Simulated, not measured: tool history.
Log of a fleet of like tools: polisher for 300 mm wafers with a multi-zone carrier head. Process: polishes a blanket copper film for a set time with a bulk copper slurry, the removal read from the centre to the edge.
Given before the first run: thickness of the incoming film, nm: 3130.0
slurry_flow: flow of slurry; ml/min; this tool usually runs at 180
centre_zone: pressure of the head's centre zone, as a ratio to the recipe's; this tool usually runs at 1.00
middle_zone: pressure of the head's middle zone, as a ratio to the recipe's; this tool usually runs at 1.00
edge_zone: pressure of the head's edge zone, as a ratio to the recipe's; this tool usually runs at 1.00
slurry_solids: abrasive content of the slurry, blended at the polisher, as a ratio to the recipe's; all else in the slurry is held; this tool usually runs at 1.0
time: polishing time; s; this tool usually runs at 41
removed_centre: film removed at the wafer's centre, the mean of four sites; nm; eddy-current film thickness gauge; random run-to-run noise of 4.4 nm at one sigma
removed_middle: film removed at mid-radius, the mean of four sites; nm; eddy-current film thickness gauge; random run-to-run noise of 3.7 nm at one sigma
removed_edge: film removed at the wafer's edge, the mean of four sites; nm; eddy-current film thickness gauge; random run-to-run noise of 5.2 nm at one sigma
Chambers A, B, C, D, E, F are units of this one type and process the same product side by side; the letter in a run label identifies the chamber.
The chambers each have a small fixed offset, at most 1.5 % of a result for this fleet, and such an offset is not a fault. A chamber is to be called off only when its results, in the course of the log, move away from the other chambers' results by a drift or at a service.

run 1F day=0.271 | slurry_flow=180 centre_zone=1.00 middle_zone=1.00 edge_zone=1.00 slurry_solids=1.0 time=41 | removed_centre=371.55 removed_middle=367.03 removed_edge=366.58
run 2B day=0.642 | slurry_flow=180 centre_zone=1.00 middle_zone=1.00 edge_zone=1.00 slurry_solids=1.0 time=41 | removed_centre=373.43 removed_middle=362.26 removed_edge=358.87
-- day=0.846 chamber A: worn pad replaced by a new one
run 3A day=0.900 | slurry_flow=180 centre_zone=1.00 middle_zone=1.00 edge_zone=1.00 slurry_solids=1.0 time=41 | removed_centre=359.27 removed_middle=368.19 removed_edge=369.25
-- day=0.929 chamber D: edge zone pressure recalibrated
-- day=1.146 chamber E: worn pad replaced by a new one
run 4C day=1.158 | slurry_flow=180 centre_zone=1.00 middle_zone=1.00 edge_zone=1.00 slurry_solids=1.0 time=41 | removed_centre=363.35 removed_middle=359.73 removed_edge=371.09
run 5E day=1.396 | slurry_flow=180 centre_zone=1.00 middle_zone=1.00 edge_zone=1.00 slurry_solids=1.0 time=41 | removed_centre=375.20 removed_middle=363.99 removed_edge=368.46
-- day=1.438 chamber C: worn pad replaced by a new one
-- day=1.675 chamber B: slurry nozzle cleaned
run 6D day=1.775 | slurry_flow=180 centre_zone=1.00 middle_zone=1.00 edge_zone=1.00 slurry_solids=1.0 time=41 | removed_centre=360.32 removed_middle=365.49 removed_edge=364.56
run 7D day=2.129 | slurry_flow=180 centre_zone=0.96 middle_zone=1.00 edge_zone=1.00 slurry_solids=0.8 time=41 | removed_centre=332.16 removed_middle=347.39 removed_edge=353.03
run 8E day=2.367 | slurry_flow=180 centre_zone=0.96 middle_zone=1.00 edge_zone=1.00 slurry_solids=0.8 time=41 | removed_centre=334.38 removed_middle=355.79 removed_edge=346.31
run 9A day=2.546 | slurry_flow=180 centre_zone=0.96 middle_zone=1.00 edge_zone=1.00 slurry_solids=0.8 time=41 | removed_centre=332.00 removed_middle=346.77 removed_edge=343.68
run 10B day=2.871 | slurry_flow=180 centre_zone=0.96 middle_zone=1.00 edge_zone=1.00 slurry_solids=0.8 time=41 | removed_centre=330.16 removed_middle=347.48 removed_edge=355.32
run 11F day=3.042 | slurry_flow=180 centre_zone=0.96 middle_zone=1.00 edge_zone=1.00 slurry_solids=0.8 time=41 | removed_centre=332.03 removed_middle=346.67 removed_edge=339.26
-- day=3.171 chamber D: worn pad replaced by a new one
run 12C day=3.342 | slurry_flow=180 centre_zone=0.96 middle_zone=1.00 edge_zone=1.00 slurry_solids=0.8 time=41 | removed_centre=336.19 removed_middle=349.57 removed_edge=363.17
-- day=3.475 chamber E: slurry nozzle cleaned
-- day=3.521 chamber F: worn pad replaced by a new one
-- day=3.542 chamber E: worn pad replaced by a new one
run 13A day=3.600 | slurry_flow=180 centre_zone=1.00 middle_zone=1.00 edge_zone=1.00 slurry_solids=1.0 time=41 | removed_centre=356.28 removed_middle=369.21 removed_edge=378.49
run 14D day=3.954 | slurry_flow=180 centre_zone=1.00 middle_zone=1.00 edge_zone=1.00 slurry_solids=1.0 time=41 | removed_centre=368.41 removed_middle=365.53 removed_edge=368.12
run 15E day=4.325 | slurry_flow=180 centre_zone=1.00 middle_zone=1.00 edge_zone=1.00 slurry_solids=1.0 time=41 | removed_centre=368.32 removed_middle=366.01 removed_edge=373.88
-- day=4.329 chamber B: worn pad replaced by a new one
-- day=4.538 chamber D: slurry nozzle cleaned
run 16C day=4.600 | slurry_flow=180 centre_zone=1.00 middle_zone=1.00 edge_zone=1.00 slurry_solids=1.0 time=41 | removed_centre=364.72 removed_middle=370.49 removed_edge=368.12
run 17B day=4.862 | slurry_flow=145 centre_zone=1.00 middle_zone=1.00 edge_zone=1.00 slurry_solids=1.0 time=41 | removed_centre=356.46 removed_middle=355.30 removed_edge=353.22
-- day=4.996 chamber C: worn pad replaced by a new one
run 18F day=5.096 | slurry_flow=145 centre_zone=1.00 middle_zone=1.00 edge_zone=1.00 slurry_solids=1.0 time=41 | removed_centre=350.87 removed_middle=356.29 removed_edge=345.20
-- day=5.117 chamber A: worn pad replaced by a new one
run 19D day=5.408 | slurry_flow=145 centre_zone=1.00 middle_zone=1.00 edge_zone=1.00 slurry_solids=1.0 time=41 | removed_centre=346.28 removed_middle=355.46 removed_edge=371.17
-- day=5.529 chamber A: centre zone pressure recalibrated
-- day=5.621 chamber E: worn pad replaced by a new one
-- day=5.633 chamber B: edge zone pressure recalibrated
run 20C day=5.708 | slurry_flow=145 centre_zone=1.00 middle_zone=1.00 edge_zone=1.00 slurry_solids=1.0 time=41 | removed_centre=352.43 removed_middle=350.50 removed_edge=359.28
-- day=5.792 chamber A: slurry nozzle cleaned
run 21B day=5.875 | slurry_flow=145 centre_zone=1.00 middle_zone=1.00 edge_zone=1.00 slurry_solids=1.0 time=41 | removed_centre=350.24 removed_middle=354.83 removed_edge=348.62
run 22F day=6.150 | slurry_flow=145 centre_zone=1.00 middle_zone=1.00 edge_zone=1.00 slurry_solids=1.0 time=41 | removed_centre=350.92 removed_middle=347.12 removed_edge=355.52
run 23E day=6.358 | slurry_flow=180 centre_zone=1.00 middle_zone=1.00 edge_zone=1.00 slurry_solids=1.0 time=41 | removed_centre=368.84 removed_middle=369.29 removed_edge=376.28
run 24A day=6.592 | slurry_flow=180 centre_zone=1.00 middle_zone=1.00 edge_zone=1.00 slurry_solids=1.0 time=41 | removed_centre=359.53 removed_middle=364.59 removed_edge=360.47
run 25E day=6.833 | slurry_flow=180 centre_zone=1.00 middle_zone=1.00 edge_zone=1.00 slurry_solids=1.0 time=41 | removed_centre=362.68 removed_middle=370.17 removed_edge=360.44
run 26D day=7.092 | slurry_flow=180 centre_zone=1.00 middle_zone=1.00 edge_zone=1.00 slurry_solids=0.8 time=41 | removed_centre=353.28 removed_middle=349.14 removed_edge=349.11
-- day=7.129 chamber D: worn pad replaced by a new one
run 27C day=7.404 | slurry_flow=180 centre_zone=1.00 middle_zone=1.00 edge_zone=1.00 slurry_solids=0.8 time=41 | removed_centre=350.50 removed_middle=348.29 removed_edge=352.60
run 28F day=7.612 | slurry_flow=180 centre_zone=1.00 middle_zone=1.00 edge_zone=1.00 slurry_solids=0.8 time=41 | removed_centre=349.55 removed_middle=353.53 removed_edge=348.74
-- day=7.700 chamber E: worn pad replaced by a new one
run 29A day=7.917 | slurry_flow=180 centre_zone=1.00 middle_zone=1.00 edge_zone=1.00 slurry_solids=0.8 time=41 | removed_centre=340.12 removed_middle=358.32 removed_edge=359.99
run 30B day=8.288 | slurry_flow=180 centre_zone=1.00 middle_zone=1.00 edge_zone=1.00 slurry_solids=0.8 time=41 | removed_centre=349.89 removed_middle=351.32 removed_edge=340.18
-- day=8.308 chamber F: slurry nozzle cleaned
-- day=8.421 chamber C: worn pad replaced by a new one
run 31D day=8.662 | slurry_flow=180 centre_zone=1.00 middle_zone=1.00 edge_zone=1.00 slurry_solids=0.8 time=41 | removed_centre=345.54 removed_middle=353.38 removed_edge=351.18
run 32A day=8.979 | slurry_flow=180 centre_zone=1.00 middle_zone=1.00 edge_zone=1.00 slurry_solids=1.0 time=41 | removed_centre=362.77 removed_middle=366.33 removed_edge=368.19
run 33C day=9.271 | slurry_flow=130 centre_zone=1.00 middle_zone=1.08 edge_zone=1.00 slurry_solids=1.0 time=41 | removed_centre=338.52 removed_middle=372.67 removed_edge=358.13
run 34B day=9.542 | slurry_flow=130 centre_zone=1.00 middle_zone=1.08 edge_zone=1.00 slurry_solids=1.0 time=41 | removed_centre=350.03 removed_middle=361.61 removed_edge=357.40
-- day=9.629 chamber F: worn pad replaced by a new one
run 35E day=9.783 | slurry_flow=130 centre_zone=1.00 middle_zone=1.08 edge_zone=1.00 slurry_solids=1.0 time=41 | removed_centre=334.13 removed_middle=364.51 removed_edge=352.02
-- day=10.025 chamber A: worn pad replaced by a new one
run 36F day=10.158 | slurry_flow=130 centre_zone=1.00 middle_zone=1.08 edge_zone=1.00 slurry_solids=1.0 time=41 | removed_centre=341.11 removed_middle=379.82 removed_edge=346.32
run 37A day=10.458 | slurry_flow=130 centre_zone=1.00 middle_zone=1.08 edge_zone=1.00 slurry_solids=1.0 time=41 | removed_centre=340.20 removed_middle=373.14 removed_edge=355.09

Does one chamber stand apart from the rest, does the shared gauge drift, or is all well apart from small per-chamber offsets? Give the chamber and the most likely cause, where there is one.

Neither any chamber nor the gauge drifts; the chambers differ only by their own small, steady offsets.

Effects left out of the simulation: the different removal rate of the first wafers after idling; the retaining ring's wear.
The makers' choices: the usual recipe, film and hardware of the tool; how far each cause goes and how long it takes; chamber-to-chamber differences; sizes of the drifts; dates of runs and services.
